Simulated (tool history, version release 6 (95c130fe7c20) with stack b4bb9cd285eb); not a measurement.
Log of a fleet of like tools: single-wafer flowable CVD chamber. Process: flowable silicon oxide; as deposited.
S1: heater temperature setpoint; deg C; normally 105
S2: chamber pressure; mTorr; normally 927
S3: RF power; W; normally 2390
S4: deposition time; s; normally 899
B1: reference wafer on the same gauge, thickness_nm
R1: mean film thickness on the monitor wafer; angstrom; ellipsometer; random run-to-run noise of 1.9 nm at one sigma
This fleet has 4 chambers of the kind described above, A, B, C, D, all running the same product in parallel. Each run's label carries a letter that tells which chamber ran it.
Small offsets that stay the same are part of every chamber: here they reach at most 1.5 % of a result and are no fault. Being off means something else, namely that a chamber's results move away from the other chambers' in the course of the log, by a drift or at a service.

run,hour,S1,S2,S3,S4,B1,R1
1B,13.1,105,927,2390,899,534.16,5756.7
2D,27.9,105,927,2390,899,534.13,5775.9
3A,34.9,105,927,2390,899,534.25,5771.2
4C,44.8,105,927,2390,899,534.05,5815.7
5A,57.4,105,927,2390,899,534.30,5739.2
6C,67.4,105,927,2390,899,533.89,5816.7
7D,79.6,92,794,2390,899,534.72,7328.3
8B,92.5,92,794,2390,899,533.91,7341.8
9D,108.1,92,794,2390,899,533.76,7311.1
10B,120.5,92,794,2390,899,533.57,7353.7
11C,129.2,105,927,2390,899,534.07,5847.8
12A,141.1,105,927,2185,899,534.17,5625.4
13D,152.7,105,927,2185,899,533.68,5677.4
# hour 160.4: chamber A: thermocouple changed; heater temperature recalibrated
14B,164.3,105,927,2185,899,534.16,5703.9
15A,172.1,105,927,2185,899,534.26,5497.6
# hour 181.0: chamber D: RF generator calibrated
16C,183.0,105,1075,2390,1010,534.37,7804.2
17D,199.1,105,1075,2390,1010,533.87,7759.0
18B,212.9,105,1075,2390,1010,534.25,7740.2
19C,228.3,105,1075,2390,1010,533.88,7833.9
20A,242.6,105,927,2390,899,533.77,5530.7
21C,251.5,105,927,2390,899,534.03,5826.6
22B,261.1,105,927,2390,899,534.03,5766.5
23D,272.1,105,927,2390,899,534.25,5755.0
24A,283.2,105,927,2390,899,534.01,5520.9
25B,295.3,105,1026,2390,899,533.89,6535.3
26A,306.3,105,1026,2390,899,534.00,6319.7
27D,317.4,105,1026,2390,899,533.86,6509.1
# hour 325.8: chamber B: RF generator calibrated
28C,331.1,105,1026,2390,899,534.13,6587.8
29D,342.5,105,927,2390,899,534.49,5768.3
30C,356.9,105,927,2390,899,534.41,5828.1
31B,366.8,105,1114,2390,982,534.07,7838.0
32A,379.8,105,1114,2390,982,533.60,7552.5
33B,390.5,105,1114,2390,982,533.95,7874.7
34C,399.8,105,1114,2390,982,534.12,7913.4
35A,413.9,105,725,2390,810,533.66,3607.2
36D,429.7,105,725,2390,810,534.44,3755.3
37D,440.9,105,725,2390,810,534.01,3744.5
38A,455.7,105,725,2390,810,534.08,3608.3
39B,467.5,105,927,2390,899,534.28,5769.2
40C,481.1,105,927,2390,899,534.38,5837.0
41D,495.3,105,927,2390,899,534.10,5735.3
42C,502.3,105,927,2705,1028,533.85,6746.4

Which is it: a chamber that has drifted or been left off by a service, a gauge drift common to all chambers, or only each chamber's usual small offset? If a chamber is off, name it and its likeliest cause.

Chamber A came out of a service off from its peers and stayed that way.
What lies behind it: wafer temperature above the value expected at the setpoint (K) = 1.08.

Here are 4 candidates for chamber A's next run, each the usual settings with a change, their results left as question marks. Which one brings its results back in line with what the others give on the usual settings?
Maximum distance from the other chambers' mean on the usual settings for a result to count as in line: R1 66.0 angstrom
43A-1,513.8,105,918,2390,899,,?
43A-2,513.8,105,932,2390,901,,?
43A-3,513.8,105,906,2385,889,,?
43A-4,513.8,105,956,2395,899,,?

What the other chambers average on the usual settings: R1 5779.1 angstrom
run,R1
43A-1,5485.5
43A-2,5602.8
43A-3,5334.3
43A-4,5772.6
It is 43A-4 that realigns the chamber with its peers.

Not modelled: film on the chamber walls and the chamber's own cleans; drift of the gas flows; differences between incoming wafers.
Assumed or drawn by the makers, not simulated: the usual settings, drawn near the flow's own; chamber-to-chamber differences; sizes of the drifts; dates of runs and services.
